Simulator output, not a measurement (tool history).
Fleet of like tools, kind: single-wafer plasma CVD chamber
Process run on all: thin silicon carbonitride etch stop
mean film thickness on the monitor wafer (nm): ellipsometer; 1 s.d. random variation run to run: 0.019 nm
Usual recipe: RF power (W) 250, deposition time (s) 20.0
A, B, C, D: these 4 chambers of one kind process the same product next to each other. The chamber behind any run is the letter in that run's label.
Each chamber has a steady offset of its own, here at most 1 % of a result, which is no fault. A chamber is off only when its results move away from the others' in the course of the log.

run     day  RF power (W)  deposition time (s)  read-back reference wafer on the same gauge, thickness_nm  mean film thickness on the monitor wafer (nm)
 1C   0.225           250                 20.0                                                     10.802                                         12.120
 2D   0.408           250                 20.0                                                     10.796                                         12.061
 3A   0.629           250                 20.0                                                     10.803                                         12.165
 4B   0.879           250                 20.0                                                     10.807                                         12.138
 5D   1.212           225                 23.8                                                     10.804                                         13.890
 6C   1.600           225                 23.8                                                     10.815                                         13.960
 7B   1.883           225                 23.8                                                     10.813                                         14.018
 8A   2.233           225                 23.8                                                     10.811                                         14.018
 9A   2.596           250                 20.0                                                     10.815                                         12.186
10C   2.996           290                 20.0                                                     10.821                                         12.662
11B   3.371           290                 20.0                                                     10.823                                         12.709
12D   3.658           290                 20.0                                                     10.823                                         12.615
13A   3.929           290                 20.0                                                     10.826                                         12.760
14D   4.204           290                 23.5                                                     10.826                                         14.838
15C   4.546           290                 23.5                                                     10.827                                         14.940
16B   4.825           290                 23.5                                                     10.828                                         14.956
17B   5.029           290                 23.5                                                     10.830                                         14.947
18C   5.258           285                 17.3                                                     10.833                                         10.953
19A   5.442           285                 17.3                                                     10.832                                         10.991
20D   5.742           285                 17.3                                                     10.834                                         10.863
21D   6.012           285                 17.3                                                     10.837                                         10.881
22C   6.417           250                 20.0                                                     10.841                                         12.163
23A   6.612           250                 20.0                                                     10.844                                         12.230
24B   6.796           250                 20.0                                                     10.842                                         12.161
25C   7.025           250                 20.0                                                     10.842                                         12.172
26D   7.271           250                 20.0                                                     10.848                                         12.123
27B   7.500           250                 20.0                                                     10.849                                         12.219
28A   7.704           250                 20.0                                                     10.850                                         12.203
29D   8.067           295                 20.0                                                     10.847                                         12.735
30A   8.354           295                 20.0                                                     10.850                                         12.871
31C   8.575           295                 20.0                                                     10.854                                         12.778
32B   8.933           295                 20.0                                                     10.859                                         12.787
33D   9.338           250                 20.0                                                     10.860                                         12.127
34A   9.538           250                 20.0                                                     10.861                                         12.245
35C   9.742           250                 20.0                                                     10.859                                         12.169
36B   9.975           250                 20.0                                                     10.862                                         12.191
37B  10.321           250                 20.0                                                     10.863                                         12.214
38D  10.642           250                 20.0                                                     10.864                                         12.134
39C  11.021           250                 20.0                                                     10.869                                         12.207

Is one chamber off against the others, does the gauge drift, or is nothing wrong? If a chamber is off, say which, and what the likeliest cause is.

It is the gauge, not a chamber: its drift shows up in every chamber's results at once, and no chamber is off.
What lies behind it: gauge reads high (%) = 0.652.
